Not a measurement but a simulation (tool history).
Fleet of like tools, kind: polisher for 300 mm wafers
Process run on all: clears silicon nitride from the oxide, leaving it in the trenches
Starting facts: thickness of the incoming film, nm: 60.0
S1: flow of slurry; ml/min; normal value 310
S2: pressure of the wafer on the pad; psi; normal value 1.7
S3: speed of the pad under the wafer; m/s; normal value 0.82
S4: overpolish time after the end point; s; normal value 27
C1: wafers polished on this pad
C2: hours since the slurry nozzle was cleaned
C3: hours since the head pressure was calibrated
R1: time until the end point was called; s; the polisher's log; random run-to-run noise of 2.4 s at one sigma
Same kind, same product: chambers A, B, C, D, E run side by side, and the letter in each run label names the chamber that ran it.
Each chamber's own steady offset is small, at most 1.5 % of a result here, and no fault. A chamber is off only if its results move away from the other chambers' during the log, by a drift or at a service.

run   hour   S1   S2    S3  S4    C1     C2     C3      R1
 1D    8.4  310  1.7  0.82  27   251  126.9  103.8  123.12
 2C   16.9  310  1.7  0.82  27  1234  269.4    778   123.9
      21.4  -- chamber E: worn pad replaced by a new one
 3E   22.3  310  1.7  0.82  27     5  332.9   79.8  128.29
      26.6  -- chamber C: worn pad replaced by a new one
 4A   31.5  310  1.7  0.82  27   587   59.3  250.5  128.92
      36.4  -- chamber B: slurry nozzle cleaned
 5B   38.3  310  1.7  0.82  27  1369    1.9  704.4   130.3
      39.8  -- chamber A: worn pad replaced by a new one
 6C   45.4  310    2  0.82  13   103  297.9  806.5  105.98
      46.6  -- chamber B: worn pad replaced by a new one
 7B   53.7  310    2  0.82  13    39   17.3  719.8  110.37
 8D   61.9  310    2  0.82  13   546  180.4  157.3  107.22
 9A   69.7  310    2  0.82  13   165   97.5  288.7  107.72
10E   76.3  310    2  0.82  13   303  386.9  133.8  106.79
11E   85.6  310  1.7  0.82  27   354  396.2  143.1  126.78
12C   92.5  310  1.7  0.82  27   363    345  853.6  130.59
13D  101.5  310  1.7  0.82  27   765    220  196.9  127.28
     104.3  -- chamber E: worn pad replaced by a new one
14B  107.9  310  1.7  0.82  27   338   71.5    774   132.9
15A    115  310  1.7  0.82  27   415  142.8    334  125.77
16B  121.1  310  1.7  0.82  27   411   84.7  787.2  128.99
17E  132.3  310  1.7  0.82  27   154  442.9  189.8  127.67
18D  139.4  310  1.7  0.82  27   974  257.9  234.8  128.47
19A  144.6  310  1.7  0.82  27   578  172.4  363.6  124.14
     148.8  -- chamber A: worn pad replaced by a new one
     151.5  -- chamber B: head pressure recalibrated
20C  152.7  310  1.7  0.82  27   696  405.2  913.8  125.84
21A    160  310  1.7  0.82  27    62  187.8    379  126.15
22E  170.7  310  1.7  0.82  27   366  481.3  228.2  129.66
23C  182.2  310  1.7  0.82  27   858  434.7  943.3  124.85
24B  187.6  310  1.7  0.82  27   778  151.2   36.1  128.81
25D  195.3  310  1.7  0.82  27  1282  313.8  290.7  124.54
26D    203  310  1.7  0.82  27  1325  321.5  298.4  129.59
     205.2  -- chamber E: worn pad replaced by a new one
27B  210.1  310  1.7  0.82  27   902  173.7   58.6  125.69
     211.2  -- chamber D: worn pad replaced by a new one
     213.2  -- chamber C: worn pad replaced by a new one
28E  220.6  310  1.7  0.82  27    85  531.2  278.1   128.6
29A  229.7  310  1.7  0.82  27   446  257.5  448.7  126.03
30C  234.9  310  1.7  0.82  27   120  487.4    996  127.56
31D  245.7  310  1.7  0.68  35   190  364.2  341.1   149.6

Next, all 5 chambers run the settings below, one line each with question marks for the results. What does each chamber give?
32A  254.3  310  1.7  0.82  27               ?
32B  254.3  310  1.7  0.82  27               ?
32C  254.3  310  1.7  0.82  27               ?
32D  254.3  310  1.7  0.82  27               ?
32E  254.3  310  1.7  0.82  27               ?

run      R1
32A  125.83
32B  127.22
32C  127.96
32D  122.14
32E  125.04
